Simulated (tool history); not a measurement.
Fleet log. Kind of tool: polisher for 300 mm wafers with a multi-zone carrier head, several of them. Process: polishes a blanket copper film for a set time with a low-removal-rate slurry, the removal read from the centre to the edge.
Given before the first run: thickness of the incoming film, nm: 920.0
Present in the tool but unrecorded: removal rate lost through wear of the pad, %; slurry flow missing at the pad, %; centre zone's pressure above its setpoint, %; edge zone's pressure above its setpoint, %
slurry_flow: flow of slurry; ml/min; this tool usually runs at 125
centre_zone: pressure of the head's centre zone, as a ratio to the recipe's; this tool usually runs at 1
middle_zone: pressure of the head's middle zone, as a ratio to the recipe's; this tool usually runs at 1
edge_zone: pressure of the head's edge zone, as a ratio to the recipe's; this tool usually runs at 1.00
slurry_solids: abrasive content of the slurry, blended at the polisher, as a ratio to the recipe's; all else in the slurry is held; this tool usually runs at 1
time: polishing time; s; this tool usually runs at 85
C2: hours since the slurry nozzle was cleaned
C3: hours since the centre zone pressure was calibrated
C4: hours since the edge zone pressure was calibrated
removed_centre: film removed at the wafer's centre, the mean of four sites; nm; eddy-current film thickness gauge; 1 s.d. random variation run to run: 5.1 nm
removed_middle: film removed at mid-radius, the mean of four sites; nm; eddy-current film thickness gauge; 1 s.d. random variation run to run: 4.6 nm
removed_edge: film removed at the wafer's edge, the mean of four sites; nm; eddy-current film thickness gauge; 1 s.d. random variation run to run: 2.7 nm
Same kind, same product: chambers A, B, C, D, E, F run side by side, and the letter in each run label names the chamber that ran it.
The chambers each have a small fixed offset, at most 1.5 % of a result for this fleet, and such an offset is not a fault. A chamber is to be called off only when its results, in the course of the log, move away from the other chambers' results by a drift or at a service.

{"hour": 5.9, "done": "chamber A: slurry nozzle cleaned"}
{"hour": 6.5, "done": "chamber B: worn pad replaced by a new one"}
{"run": "1E", "hour": 6.8, "slurry_flow": 125, "centre_zone": 1, "middle_zone": 1, "edge_zone": 1.0, "slurry_solids": 1, "time": 85, "wafers polished on this pad": 1123, "C2": 267.7, "C3": 450.6, "C4": 263.9, "removed_centre": 387.26, "removed_middle": 397.38, "removed_edge": 395.95}
{"hour": 7.1, "done": "chamber D: worn pad replaced by a new one"}
{"hour": 7.7, "done": "chamber A: worn pad replaced by a new one"}
{"hour": 15.4, "done": "chamber E: worn pad replaced by a new one"}
{"hour": 15.9, "done": "chamber D: edge zone pressure recalibrated"}
{"run": "2C", "hour": 17.3, "slurry_flow": 125, "centre_zone": 1, "middle_zone": 1, "edge_zone": 1.0, "slurry_solids": 1, "time": 85, "wafers polished on this pad": 1230, "C2": 207.0, "C3": 217.3, "C4": 355.3, "removed_centre": 395.54, "removed_middle": 393.61, "removed_edge": 395.62}
{"hour": 24.3, "done": "chamber C: worn pad replaced by a new one"}
{"run": "3A", "hour": 28.8, "slurry_flow": 125, "centre_zone": 1, "middle_zone": 1, "edge_zone": 1.0, "slurry_solids": 1, "time": 85, "wafers polished on this pad": 307, "C2": 23.0, "C3": 54.0, "C4": 603.7, "removed_centre": 395.37, "removed_middle": 396.85, "removed_edge": 391.6}
{"run": "4F", "hour": 37.6, "slurry_flow": 125, "centre_zone": 1, "middle_zone": 1, "edge_zone": 1.0, "slurry_solids": 1, "time": 85, "wafers polished on this pad": 1079, "C2": 557.9, "C3": 270.2, "C4": 532.6, "removed_centre": 396.64, "removed_middle": 390.56, "removed_edge": 395.55}
{"hour": 43.6, "done": "chamber F: worn pad replaced by a new one"}
{"run": "5D", "hour": 49.6, "slurry_flow": 125, "centre_zone": 1, "middle_zone": 1, "edge_zone": 1.0, "slurry_solids": 1, "time": 85, "wafers polished on this pad": 618, "C2": 202.8, "C3": 1023.6, "C4": 33.8, "removed_centre": 393.03, "removed_middle": 393.3, "removed_edge": 389.77}
{"run": "6B", "hour": 64.2, "slurry_flow": 125, "centre_zone": 1, "middle_zone": 1, "edge_zone": 1.09, "slurry_solids": 1, "time": 61, "wafers polished on this pad": 839, "C2": 272.4, "C3": 766.9, "C4": 861.9, "removed_centre": 282.34, "removed_middle": 278.02, "removed_edge": 295.14}
{"hour": 70.9, "done": "chamber E: edge zone pressure recalibrated"}
{"run": "7B", "hour": 79.1, "slurry_flow": 125, "centre_zone": 1, "middle_zone": 1, "edge_zone": 1.09, "slurry_solids": 1, "time": 61, "wafers polished on this pad": 1055, "C2": 287.3, "C3": 781.8, "C4": 876.8, "removed_centre": 285.16, "removed_middle": 282.24, "removed_edge": 298.61}
{"hour": 84.8, "done": "chamber B: worn pad replaced by a new one"}
{"run": "8D", "hour": 90.9, "slurry_flow": 125, "centre_zone": 1, "middle_zone": 1, "edge_zone": 1.09, "slurry_solids": 1, "time": 61, "wafers polished on this pad": 1219, "C2": 244.1, "C3": 1064.9, "C4": 75.1, "removed_centre": 277.46, "removed_middle": 283.33, "removed_edge": 299.94}
{"hour": 93.6, "done": "chamber D: worn pad replaced by a new one"}
{"hour": 95.4, "done": "chamber A: worn pad replaced by a new one"}
{"hour": 98.2, "done": "chamber E: worn pad replaced by a new one"}
{"hour": 98.6, "done": "chamber E: centre zone pressure recalibrated"}
{"hour": 99.0, "done": "chamber C: worn pad replaced by a new one"}
{"run": "9F", "hour": 103.6, "slurry_flow": 125, "centre_zone": 1, "middle_zone": 1, "edge_zone": 1.09, "slurry_solids": 1, "time": 61, "wafers polished on this pad": 873, "C2": 623.9, "C3": 336.2, "C4": 598.6, "removed_centre": 286.05, "removed_middle": 290.2, "removed_edge": 293.72}
{"run": "10E", "hour": 111.8, "slurry_flow": 125, "centre_zone": 1, "middle_zone": 1, "edge_zone": 1.09, "slurry_solids": 1, "time": 61, "wafers polished on this pad": 198, "C2": 372.7, "C3": 13.3, "C4": 41.0, "removed_centre": 277.22, "removed_middle": 275.67, "removed_edge": 296.66}
{"hour": 113.4, "done": "chamber D: slurry nozzle cleaned"}
{"hour": 119.2, "done": "chamber F: worn pad replaced by a new one"}
{"run": "11A", "hour": 121.3, "slurry_flow": 125, "centre_zone": 1, "middle_zone": 1, "edge_zone": 1.09, "slurry_solids": 1, "time": 61, "wafers polished on this pad": 376, "C2": 115.5, "C3": 146.5, "C4": 696.2, "removed_centre": 287.6, "removed_middle": 283.59, "removed_edge": 293.97}
{"hour": 126.5, "done": "chamber A: edge zone pressure recalibrated"}
{"run": "12C", "hour": 131.0, "slurry_flow": 125, "centre_zone": 1, "middle_zone": 1, "edge_zone": 1.0, "slurry_solids": 1, "time": 85, "wafers polished on this pad": 466, "C2": 320.7, "C3": 331.0, "C4": 469.0, "removed_centre": 408.31, "removed_middle": 390.59, "removed_edge": 399.01}
{"run": "13A", "hour": 143.3, "slurry_flow": 125, "centre_zone": 1, "middle_zone": 1, "edge_zone": 1.0, "slurry_solids": 1, "time": 85, "wafers polished on this pad": 696, "C2": 137.5, "C3": 168.5, "C4": 16.9, "removed_centre": 395.31, "removed_middle": 389.24, "removed_edge": 396.3}
{"hour": 148.4, "done": "chamber C: edge zone pressure recalibrated"}
{"run": "14C", "hour": 157.0, "slurry_flow": 125, "centre_zone": 1, "middle_zone": 1, "edge_zone": 1.0, "slurry_solids": 1, "time": 85, "wafers polished on this pad": 844, "C2": 346.7, "C3": 357.0, "C4": 8.6, "removed_centre": 392.9, "removed_middle": 389.09, "removed_edge": 396.75}
{"hour": 162.6, "done": "chamber B: worn pad replaced by a new one"}
{"run": "15E", "hour": 165.1, "slurry_flow": 125, "centre_zone": 1, "middle_zone": 1, "edge_zone": 1.0, "slurry_solids": 1, "time": 85, "wafers polished on this pad": 974, "C2": 426.0, "C3": 66.6, "C4": 94.3, "removed_centre": 390.6, "removed_middle": 398.51, "removed_edge": 394.42}
{"hour": 171.3, "done": "chamber D: worn pad replaced by a new one"}
{"hour": 175.5, "done": "chamber A: worn pad replaced by a new one"}
{"run": "16D", "hour": 175.7, "slurry_flow": 125, "centre_zone": 1, "middle_zone": 1, "edge_zone": 1.0, "slurry_solids": 1, "time": 85, "wafers polished on this pad": 65, "C2": 62.4, "C3": 1149.7, "C4": 159.9, "removed_centre": 396.74, "removed_middle": 391.61, "removed_edge": 392.76}
{"run": "17F", "hour": 182.4, "slurry_flow": 125, "centre_zone": 1, "middle_zone": 1, "edge_zone": 1.0, "slurry_solids": 1, "time": 85, "wafers polished on this pad": 919, "C2": 702.7, "C3": 415.0, "C4": 677.4, "removed_centre": 396.12, "removed_middle": 397.68, "removed_edge": 399.89}
{"hour": 184.8, "done": "chamber F: slurry nozzle cleaned"}
{"hour": 185.5, "done": "chamber E: worn pad replaced by a new one"}
{"hour": 185.7, "done": "chamber C: worn pad replaced by a new one"}
{"run": "18B", "hour": 192.9, "slurry_flow": 125, "centre_zone": 1, "middle_zone": 1, "edge_zone": 1.0, "slurry_solids": 1, "time": 85, "wafers polished on this pad": 441, "C2": 401.1, "C3": 895.6, "C4": 990.6, "removed_centre": 397.66, "removed_middle": 396.8, "removed_edge": 397.66}
{"run": "19E", "hour": 206.5, "slurry_flow": 125, "centre_zone": 1, "middle_zone": 1, "edge_zone": 1.0, "slurry_solids": 1, "time": 85, "wafers polished on this pad": 306, "C2": 467.4, "C3": 108.0, "C4": 135.7, "removed_centre": 390.18, "removed_middle": 391.97, "removed_edge": 396.36}
{"hour": 208.8, "done": "chamber F: worn pad replaced by a new one"}
{"run": "20A", "hour": 220.6, "slurry_flow": 80, "centre_zone": 1, "middle_zone": 1, "edge_zone": 1.0, "slurry_solids": 1, "time": 64, "wafers polished on this pad": 655, "C2": 214.8, "C3": 245.8, "C4": 94.2, "removed_centre": 254.89, "removed_middle": 262.93, "removed_edge": 275.24}
{"hour": 222.9, "done": "chamber C: slurry nozzle cleaned"}
{"hour": 225.4, "done": "chamber D: centre zone pressure recalibrated"}
{"hour": 228.0, "done": "chamber A: slurry nozzle cleaned"}
{"run": "21F", "hour": 228.2, "slurry_flow": 80, "centre_zone": 1, "middle_zone": 1, "edge_zone": 1.0, "slurry_solids": 1, "time": 64, "wafers polished on this pad": 282, "C2": 43.4, "C3": 460.8, "C4": 723.2, "removed_centre": 255.31, "removed_middle": 261.1, "removed_edge": 268.51}
{"run": "22C", "hour": 237.5, "slurry_flow": 80, "centre_zone": 1, "middle_zone": 1, "edge_zone": 1.0, "slurry_solids": 1, "time": 64, "wafers polished on this pad": 753, "C2": 14.6, "C3": 437.5, "C4": 89.1, "removed_centre": 264.01, "removed_middle": 266.79, "removed_edge": 274.32}
{"hour": 240.7, "done": "chamber D: worn pad replaced by a new one"}
{"hour": 245.7, "done": "chamber B: worn pad replaced by a new one"}
{"run": "23D", "hour": 246.9, "slurry_flow": 80, "centre_zone": 1, "middle_zone": 1, "edge_zone": 1.0, "slurry_solids": 1, "time": 64, "wafers polished on this pad": 90, "C2": 133.6, "C3": 21.6, "C4": 231.1, "removed_centre": 259.76, "removed_middle": 260.34, "removed_edge": 273.55}
{"hour": 247.8, "done": "chamber A: worn pad replaced by a new one"}
{"run": "24B", "hour": 261.3, "slurry_flow": 80, "centre_zone": 1, "middle_zone": 1, "edge_zone": 1.0, "slurry_solids": 1, "time": 64, "wafers polished on this pad": 228, "C2": 469.5, "C3": 964.0, "C4": 1059.0, "removed_centre": 250.1, "removed_middle": 262.99, "removed_edge": 278.38}
{"hour": 266.2, "done": "chamber E: worn pad replaced by a new one"}
{"hour": 271.3, "done": "chamber C: worn pad replaced by a new one"}
{"run": "25F", "hour": 271.3, "slurry_flow": 80, "centre_zone": 1, "middle_zone": 1, "edge_zone": 1.0, "slurry_solids": 1, "time": 64, "wafers polished on this pad": 909, "C2": 86.5, "C3": 503.9, "C4": 766.3, "removed_centre": 259.68, "removed_middle": 266.95, "removed_edge": 270.97}
{"hour": 280.3, "done": "chamber F: worn pad replaced by a new one"}
{"run": "26B", "hour": 284.9, "slurry_flow": 125, "centre_zone": 1, "middle_zone": 1, "edge_zone": 1.0, "slurry_solids": 1, "time": 85, "wafers polished on this pad": 571, "C2": 493.1, "C3": 987.6, "C4": 1082.6, "removed_centre": 392.52, "removed_middle": 392.7, "removed_edge": 396.7}
{"hour": 290.8, "done": "chamber E: slurry nozzle cleaned"}
{"run": "27A", "hour": 296.3, "slurry_flow": 125, "centre_zone": 1, "middle_zone": 1, "edge_zone": 1.0, "slurry_solids": 1, "time": 85, "wafers polished on this pad": 706, "C2": 68.3, "C3": 321.5, "C4": 169.9, "removed_centre": 387.88, "removed_middle": 392.71, "removed_edge": 393.22}
{"run": "28E", "hour": 307.5, "slurry_flow": 125, "centre_zone": 1, "middle_zone": 1, "edge_zone": 1.0, "slurry_solids": 1, "time": 85, "wafers polished on this pad": 601, "C2": 16.7, "C3": 209.0, "C4": 236.7, "removed_centre": 389.0, "removed_middle": 394.59, "removed_edge": 397.04}
{"hour": 314.9, "done": "chamber D: worn pad replaced by a new one"}
{"run": "29C", "hour": 317.6, "slurry_flow": 125, "centre_zone": 1, "middle_zone": 1, "edge_zone": 1.0, "slurry_solids": 1, "time": 85, "wafers polished on this pad": 673, "C2": 94.7, "C3": 517.6, "C4": 169.2, "removed_centre": 404.86, "removed_middle": 399.64, "removed_edge": 398.49}
{"hour": 319.7, "done": "chamber B: edge zone pressure recalibrated"}
{"run": "30D", "hour": 326.9, "slurry_flow": 125, "centre_zone": 1, "middle_zone": 1, "edge_zone": 1.0, "slurry_solids": 1, "time": 85, "wafers polished on this pad": 174, "C2": 213.6, "C3": 101.6, "C4": 311.1, "removed_centre": 396.3, "removed_middle": 393.32, "removed_edge": 397.24}
{"hour": 328.8, "done": "chamber A: worn pad replaced by a new one"}
{"hour": 337.1, "done": "chamber B: worn pad replaced by a new one"}
{"run": "31B", "hour": 338.3, "slurry_flow": 125, "centre_zone": 1, "middle_zone": 1, "edge_zone": 1.0, "slurry_solids": 1, "time": 85, "wafers polished on this pad": 18, "C2": 546.5, "C3": 1041.0, "C4": 18.6, "removed_centre": 389.69, "removed_middle": 397.68, "removed_edge": 397.49}
{"run": "32F", "hour": 347.7, "slurry_flow": 125, "centre_zone": 1, "middle_zone": 1, "edge_zone": 1.0, "slurry_solids": 1, "time": 85, "wafers polished on this pad": 981, "C2": 162.9, "C3": 580.3, "C4": 842.7, "removed_centre": 401.54, "removed_middle": 397.67, "removed_edge": 398.29}
{"hour": 350.5, "done": "chamber E: worn pad replaced by a new one"}
{"run": "33C", "hour": 357.4, "slurry_flow": 125, "centre_zone": 1, "middle_zone": 1, "edge_zone": 1.0, "slurry_solids": 1, "time": 85, "wafers polished on this pad": 1252, "C2": 134.5, "C3": 557.4, "C4": 209.0, "removed_centre": 393.98, "removed_middle": 402.42, "removed_edge": 397.32}
{"hour": 358.9, "done": "chamber C: worn pad replaced by a new one"}
{"run": "34E", "hour": 372.0, "slurry_flow": 125, "centre_zone": 1, "middle_zone": 1, "edge_zone": 1.0, "slurry_solids": 1, "time": 85, "wafers polished on this pad": 313, "C2": 81.2, "C3": 273.5, "C4": 301.2, "removed_centre": 392.82, "removed_middle": 394.11, "removed_edge": 400.97}
{"run": "35A", "hour": 380.6, "slurry_flow": 125, "centre_zone": 1, "middle_zone": 1, "edge_zone": 1.0, "slurry_solids": 1, "time": 85, "wafers polished on this pad": 754, "C2": 152.6, "C3": 405.8, "C4": 254.2, "removed_centre": 395.14, "removed_middle": 398.19, "removed_edge": 394.0}
{"hour": 386.8, "done": "chamber D: slurry nozzle cleaned"}
{"hour": 389.8, "done": "chamber D: worn pad replaced by a new one"}
{"run": "36D", "hour": 390.9, "slurry_flow": 125, "centre_zone": 1, "middle_zone": 1, "edge_zone": 1.0, "slurry_solids": 1, "time": 85, "wafers polished on this pad": 16, "C2": 4.2, "C3": 165.6, "C4": 375.1, "removed_centre": 402.37, "removed_middle": 390.43, "removed_edge": 392.18}
{"run": "37C", "hour": 405.2, "slurry_flow": 125, "centre_zone": 1, "middle_zone": 1, "edge_zone": 1.0, "slurry_solids": 1, "time": 85, "wafers polished on this pad": 674, "C2": 182.3, "C3": 605.2, "C4": 256.8, "removed_centre": 396.91, "removed_middle": 392.84, "removed_edge": 395.08}

Predict what each chamber gives when all 6 of them run the settings below next.
{"run": "38A", "hour": 416.0, "slurry_flow": 125, "centre_zone": 1, "middle_zone": 1, "edge_zone": 1.0, "slurry_solids": 1, "time": 85, "removed_centre": "?", "removed_middle": "?", "removed_edge": "?"}
{"run": "38B", "hour": 416.0, "slurry_flow": 125, "centre_zone": 1, "middle_zone": 1, "edge_zone": 1.0, "slurry_solids": 1, "time": 85, "removed_centre": "?", "removed_middle": "?", "removed_edge": "?"}
{"run": "38C", "hour": 416.0, "slurry_flow": 125, "centre_zone": 1, "middle_zone": 1, "edge_zone": 1.0, "slurry_solids": 1, "time": 85, "removed_centre": "?", "removed_middle": "?", "removed_edge": "?"}
{"run": "38D", "hour": 416.0, "slurry_flow": 125, "centre_zone": 1, "middle_zone": 1, "edge_zone": 1.0, "slurry_solids": 1, "time": 85, "removed_centre": "?", "removed_middle": "?", "removed_edge": "?"}
{"run": "38E", "hour": 416.0, "slurry_flow": 125, "centre_zone": 1, "middle_zone": 1, "edge_zone": 1.0, "slurry_solids": 1, "time": 85, "removed_centre": "?", "removed_middle": "?", "removed_edge": "?"}
{"run": "38F", "hour": 416.0, "slurry_flow": 125, "centre_zone": 1, "middle_zone": 1, "edge_zone": 1.0, "slurry_solids": 1, "time": 85, "removed_centre": "?", "removed_middle": "?", "removed_edge": "?"}

run=38A removed_centre=393.78 removed_middle=401.94 removed_edge=396.00
run=38B removed_centre=385.75 removed_middle=391.77 removed_edge=398.12
run=38C removed_centre=398.44 removed_middle=394.77 removed_edge=397.90
run=38D removed_centre=389.99 removed_middle=388.88 removed_edge=399.04
run=38E removed_centre=394.41 removed_middle=390.03 removed_edge=394.31
run=38F removed_centre=390.13 removed_middle=395.15 removed_edge=394.97

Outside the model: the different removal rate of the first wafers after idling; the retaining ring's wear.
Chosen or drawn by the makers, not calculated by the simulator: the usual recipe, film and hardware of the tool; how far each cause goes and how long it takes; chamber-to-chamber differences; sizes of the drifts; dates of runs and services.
